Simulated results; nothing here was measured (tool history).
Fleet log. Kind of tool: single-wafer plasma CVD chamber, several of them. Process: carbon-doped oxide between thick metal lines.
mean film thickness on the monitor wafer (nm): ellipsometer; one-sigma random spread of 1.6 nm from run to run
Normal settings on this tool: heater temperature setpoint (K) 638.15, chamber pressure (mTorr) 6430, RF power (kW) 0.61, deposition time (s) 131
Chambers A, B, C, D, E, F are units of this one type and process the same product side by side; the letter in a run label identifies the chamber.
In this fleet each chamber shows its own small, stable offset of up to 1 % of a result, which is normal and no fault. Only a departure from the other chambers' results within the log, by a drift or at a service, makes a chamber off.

run,day,heater temperature setpoint (K),chamber pressure (mTorr),RF power (kW),deposition time (s),hours since the last thermocouple change,hours since the last RF generator calibration,hours since the last manometer calibration,"read-back reference wafer on the same gauge, thickness_nm",mean film thickness on the monitor wafer (nm)
1B,0.079,638.15,6430,0.61,131,1347.9,145.5,348.3,624.6,743.01
2A,0.25,638.15,6430,0.61,131,1245.1,810.3,669.5,625.08,743.94
3D,0.425,638.15,6430,0.61,131,1664.4,492.9,1554.1,624.8,739.69
4F,0.512,638.15,6430,0.61,131,258.9,152.3,448.2,624.89,746.65
5E,0.633,638.15,6430,0.61,131,1537.3,789.2,1167.7,625.36,740.21
6C,0.808,638.15,6430,0.61,131,618.8,211.8,60.2,624.96,740.93
7E,0.979,638.15,6430,0.61,131,1545.6,797.5,1176,625.02,741.23
8B,1.067,638.15,6430,0.61,131,1371.6,169.2,372,625.04,743.14
9A,1.217,638.15,6430,0.61,131,1268.3,833.5,692.7,625.36,743.33
10C,1.338,638.15,6430,0.61,131,631.5,224.5,72.9,625.18,739.15
11F,1.492,638.15,6430,0.61,131,282.4,175.8,471.7,625.2,745.11
12D,1.667,638.15,6430,0.61,131,1694.2,522.7,1583.9,624.86,741.66
13A,1.783,638.15,6430,0.61,131,1281.9,847.1,706.3,625.11,744.53
14B,1.908,638.15,6430,0.61,131,1391.8,189.4,392.2,624.72,741.39
15F,2.046,638.15,6430,0.61,131,295.7,189.1,485,624.86,748.88
16C,2.175,638.15,6430,0.61,131,651.6,244.6,93,625.09,740.05
17D,2.254,638.15,6430,0.61,131,1708.3,536.8,1598,625.2,740.3
18E,2.429,638.15,6430,0.61,131,1580.4,832.3,1210.8,624.99,740.26
19E,2.554,638.15,6430,0.61,131,1583.4,835.3,1213.8,624.75,740.24
20A,2.671,638.15,6430,0.61,131,1303.2,868.4,727.6,624.71,743.36
21B,2.8,638.15,6430,0.61,131,1413.2,210.8,413.6,624.8,742.4
22F,2.967,638.15,6430,0.61,131,317.8,211.2,507.1,624.69,744.7
23C,3.146,638.15,6430,0.61,131,674.9,267.9,116.3,625.03,739.15
24D,3.283,638.15,6430,0.61,131,1733,561.5,1622.7,624.55,743.87
25A,3.371,638.15,6430,0.61,131,1320,885.2,744.4,624.72,743.71
26E,3.538,638.15,6430,0.61,131,1607,858.9,1237.4,624.76,737.91
27B,3.65,638.15,6430,0.61,131,1433.6,231.2,434,625.12,741.7
# day 3.758: chamber E: RF generator calibrated
28C,3.8,638.15,6430,0.61,131,690.6,283.6,132,625.19,740.18
29F,3.879,638.15,6430,0.61,131,339.7,233.1,529,624.97,745.83
30D,3.996,638.15,6430,0.61,131,1750.1,578.6,1639.8,625.02,740.94
31D,4.162,638.15,6430,0.61,131,1754.1,582.6,1643.8,625.12,740.73
32B,4.275,638.15,6430,0.61,131,1448.6,246.2,449,625.29,741.41
# day 4.288: chamber E: capacitance manometer re-zeroed and calibrated
33A,4.358,638.15,6430,0.61,131,1343.7,908.9,768.1,624.86,737.19
34F,4.517,638.15,6430,0.61,131,355,248.4,544.3,625.07,744.88
35C,4.683,638.15,6430,0.61,131,711.8,304.8,153.2,624.84,738.48
36E,4.829,638.15,6430,0.61,131,1638,25.7,13.1,625.25,741.54
37F,4.942,638.15,6430,0.61,131,365.2,258.6,554.5,625.04,745.08
38C,5.108,638.15,5940,0.61,108,722,315,163.4,625.15,604.83
39A,5.271,638.15,5940,0.61,108,1365.6,930.8,790,625.15,598.16
40E,5.408,638.15,5940,0.61,108,1651.9,39.6,27,624.74,606.14
41D,5.567,638.15,5940,0.61,108,1787.8,616.3,1677.5,625.2,606.34
42B,5.654,638.15,5940,0.61,108,1481.7,279.3,482.1,625.08,607.46
43D,5.792,638.15,5940,0.61,108,1793.2,621.7,1682.9,624.93,604.58
44C,5.892,638.15,6430,0.61,131,740.8,333.8,182.2,624.81,737.97

Decide between three cases: one chamber stands off from its peers, the gauge reading all wafers drifts, or nothing is wrong past each chamber's small offset. Where a chamber is off, say which and what most likely put it there.

It is chamber A that slowly wanders off from its peers.
What lies behind it: delivered RF power below the setpoint (%) = 3.77.

Below are 4 candidate recipes for chamber A's next run, each the usual settings with a change, their results shown as question marks. Which of them brings A's results back in line with what the other chambers give on the usual settings?
Allowed miss from the other chambers' usual-settings mean, per result, to count as in line: mean film thickness on the monitor wafer (nm) 5.9
45A-1,6.021,638.15,6430,0.61,137,,,,,?
45A-2,6.021,639.15,6390,0.61,126,,,,,?
45A-3,6.021,638.15,6430,0.59,131,,,,,?
45A-4,6.021,638.15,6430,0.615,133,,,,,?

What the other chambers average on the usual settings: mean film thickness on the monitor wafer (nm) 741.64
run,mean film thickness on the monitor wafer (nm)
45A-1,759.7
45A-2,696.92
45A-3,712.63
45A-4,741.11
Change 45A-4 lands the chamber within the allowed miss of the other chambers.
